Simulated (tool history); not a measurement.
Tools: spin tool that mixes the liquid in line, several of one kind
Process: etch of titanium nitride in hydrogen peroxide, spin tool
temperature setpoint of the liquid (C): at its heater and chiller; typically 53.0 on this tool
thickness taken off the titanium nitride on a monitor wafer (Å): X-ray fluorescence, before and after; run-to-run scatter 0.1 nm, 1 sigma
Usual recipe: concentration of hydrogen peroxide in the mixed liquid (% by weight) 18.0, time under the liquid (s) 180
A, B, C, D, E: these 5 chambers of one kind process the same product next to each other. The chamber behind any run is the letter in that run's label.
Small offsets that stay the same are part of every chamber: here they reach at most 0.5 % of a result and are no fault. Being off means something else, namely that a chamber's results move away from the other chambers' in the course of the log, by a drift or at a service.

| run | hour | temperature setpoint of the liquid (C) | concentration of hydrogen peroxide in the mixed liquid (% by weight) | time under the liquid (s) | hours since the thermometer was replaced | hours since the peroxide flow meter was replaced | hours since the heated supply line was repaired | hours since the drum of peroxide was connected | read-back film thickness of the titanium nitride reference wafer, read on the same gauge (nm) | thickness taken off the titanium nitride on a monitor wafer (Å) |
|---|---|---|---|---|---|---|---|---|---|---|
| 1E | 12.3 | 53.0 | 18.0 | 180 | 576.4 | 158.4 | 841.8 | 919.7 | 40.023 | 151.720 |
| 2B | 23.0 | 53.0 | 18.0 | 180 | 107.9 | 60.6 | 696.6 | 134.2 | 39.959 | 153.490 |
| 3C | 35.2 | 53.0 | 18.0 | 180 | 724.0 | 924.9 | 1471.9 | 319.4 | 40.009 | 151.520 |
| 4A | 45.0 | 53.0 | 18.0 | 180 | 519.3 | 743.4 | 117.1 | 241.5 | 39.986 | 150.100 |
| 5D | 57.9 | 53.0 | 22.5 | 180 | 380.2 | 131.2 | 678.7 | 315.6 | 39.967 | 156.450 |
| 6C | 68.8 | 53.0 | 22.5 | 180 | 757.6 | 958.5 | 1505.5 | 353.0 | 40.034 | 158.060 |
|  | 72.0 | chamber C: peroxide flow meter replaced |
| 7A | 76.7 | 53.0 | 22.5 | 180 | 551.0 | 775.1 | 148.8 | 273.2 | 39.991 | 156.490 |
| 8B | 88.7 | 53.0 | 22.5 | 180 | 173.6 | 126.3 | 762.3 | 199.9 | 39.993 | 158.430 |
| 9D | 95.4 | 53.0 | 22.5 | 180 | 417.7 | 168.7 | 716.2 | 353.1 | 40.026 | 159.190 |
| 10E | 109.4 | 46.0 | 18.0 | 95 | 673.5 | 255.5 | 938.9 | 1016.8 | 39.986 | 47.590 |
|  | 109.9 | chamber E: thermometer replaced |
| 11D | 122.9 | 46.0 | 18.0 | 95 | 445.2 | 196.2 | 743.7 | 380.6 | 39.982 | 47.519 |
| 12B | 131.5 | 46.0 | 18.0 | 95 | 216.4 | 169.1 | 805.1 | 242.7 | 40.007 | 47.618 |
| 13E | 137.9 | 46.0 | 18.0 | 95 | 28.1 | 284.0 | 967.4 | 1045.3 | 39.999 | 47.208 |
| 14A | 150.7 | 46.0 | 18.0 | 95 | 625.0 | 849.1 | 222.8 | 347.2 | 40.014 | 47.344 |
| 15C | 157.5 | 53.0 | 18.0 | 180 | 846.3 | 85.5 | 1594.2 | 441.7 | 39.965 | 148.630 |
| 16B | 171.2 | 53.0 | 18.0 | 180 | 256.1 | 208.8 | 844.8 | 282.4 | 39.992 | 150.040 |
|  | 175.8 | chamber A: peroxide flow meter replaced |
| 17D | 180.9 | 53.0 | 18.0 | 180 | 503.2 | 254.2 | 801.7 | 438.6 | 39.994 | 148.730 |
| 18E | 189.8 | 49.5 | 15.5 | 180 | 80.0 | 335.9 | 1019.3 | 1097.2 | 39.969 | 112.780 |
| 19C | 202.6 | 49.5 | 15.5 | 180 | 891.4 | 130.6 | 1639.3 | 486.8 | 40.006 | 110.140 |
| 20A | 209.1 | 49.5 | 15.5 | 180 | 683.4 | 33.3 | 281.2 | 405.6 | 39.984 | 114.060 |
| 21A | 218.1 | 49.5 | 15.5 | 180 | 692.4 | 42.3 | 290.2 | 414.6 | 40.000 | 114.900 |
| 22D | 230.4 | 49.5 | 15.5 | 180 | 552.7 | 303.7 | 851.2 | 488.1 | 40.006 | 113.960 |
| 23B | 241.1 | 60.0 | 20.0 | 180 | 326.0 | 278.7 | 914.7 | 352.3 | 40.011 | 251.640 |
| 24C | 254.9 | 60.0 | 20.0 | 180 | 943.7 | 182.9 | 1691.6 | 539.1 | 40.007 | 241.150 |
| 25E | 261.3 | 60.0 | 20.0 | 180 | 151.5 | 407.4 | 1090.8 | 1168.7 | 40.020 | 251.430 |
|  | 265.4 | chamber C: new drum of peroxide connected |
| 26D | 268.7 | 60.0 | 20.0 | 180 | 591.0 | 342.0 | 889.5 | 526.4 | 39.971 | 249.500 |
|  | 277.2 | chamber B: heated supply line repaired |
| 27C | 278.9 | 60.0 | 20.0 | 180 | 967.7 | 206.9 | 1715.6 | 13.6 | 39.978 | 243.380 |
|  | 289.1 | chamber A: thermometer replaced |
| 28E | 289.8 | 53.0 | 18.0 | 180 | 180.0 | 435.9 | 1119.3 | 1197.2 | 39.980 | 151.980 |
| 29B | 299.8 | 60.0 | 14.0 | 180 | 384.7 | 337.4 | 22.6 | 411.0 | 40.005 | 236.590 |
|  | 308.9 | chamber E: peroxide flow meter replaced |
| 30A | 313.3 | 60.0 | 14.0 | 180 | 24.3 | 137.5 | 385.4 | 509.8 | 40.015 | 229.250 |
| 31D | 325.1 | 60.0 | 14.0 | 180 | 647.4 | 398.4 | 945.9 | 582.8 | 39.993 | 231.040 |
| 32C | 336.1 | 60.0 | 14.0 | 180 | 1024.9 | 264.1 | 1772.8 | 70.8 | 40.002 | 221.780 |
| 33B | 350.1 | 60.0 | 14.0 | 180 | 435.0 | 387.7 | 72.9 | 461.3 | 40.010 | 236.360 |
| 34A | 363.0 | 53.0 | 18.0 | 180 | 74.0 | 187.2 | 435.1 | 559.5 | 40.026 | 152.470 |
| 35E | 374.1 | 53.0 | 21.5 | 180 | 264.3 | 65.2 | 1203.6 | 1281.5 | 40.030 | 156.330 |
| 36A | 382.9 | 53.0 | 21.5 | 180 | 93.9 | 207.1 | 455.0 | 579.4 | 39.966 | 157.990 |
| 37D | 394.6 | 53.0 | 21.5 | 180 | 716.9 | 467.9 | 1015.4 | 652.3 | 39.971 | 157.940 |
| 38B | 404.8 | 53.0 | 21.5 | 180 | 489.7 | 442.4 | 127.6 | 516.0 | 40.025 | 155.860 |
| 39E | 413.6 | 53.0 | 21.5 | 180 | 303.8 | 104.7 | 1243.1 | 1321.0 | 40.001 | 156.800 |

Next, every chamber runs the same settings. What will each give?
| 40A | 424.1 | 53.0 | 18.0 | 180 |  |  |  |  |  | ? |
| 40B | 424.1 | 53.0 | 18.0 | 180 |  |  |  |  |  | ? |
| 40C | 424.1 | 53.0 | 18.0 | 180 |  |  |  |  |  | ? |
| 40D | 424.1 | 53.0 | 18.0 | 180 |  |  |  |  |  | ? |
| 40E | 424.1 | 53.0 | 18.0 | 180 |  |  |  |  |  | ? |

| run | thickness taken off the titanium nitride on a monitor wafer (Å) |
|---|---|
| 40A | 150.320 |
| 40B | 151.510 |
| 40C | 139.530 |
| 40D | 149.490 |
| 40E | 150.480 |
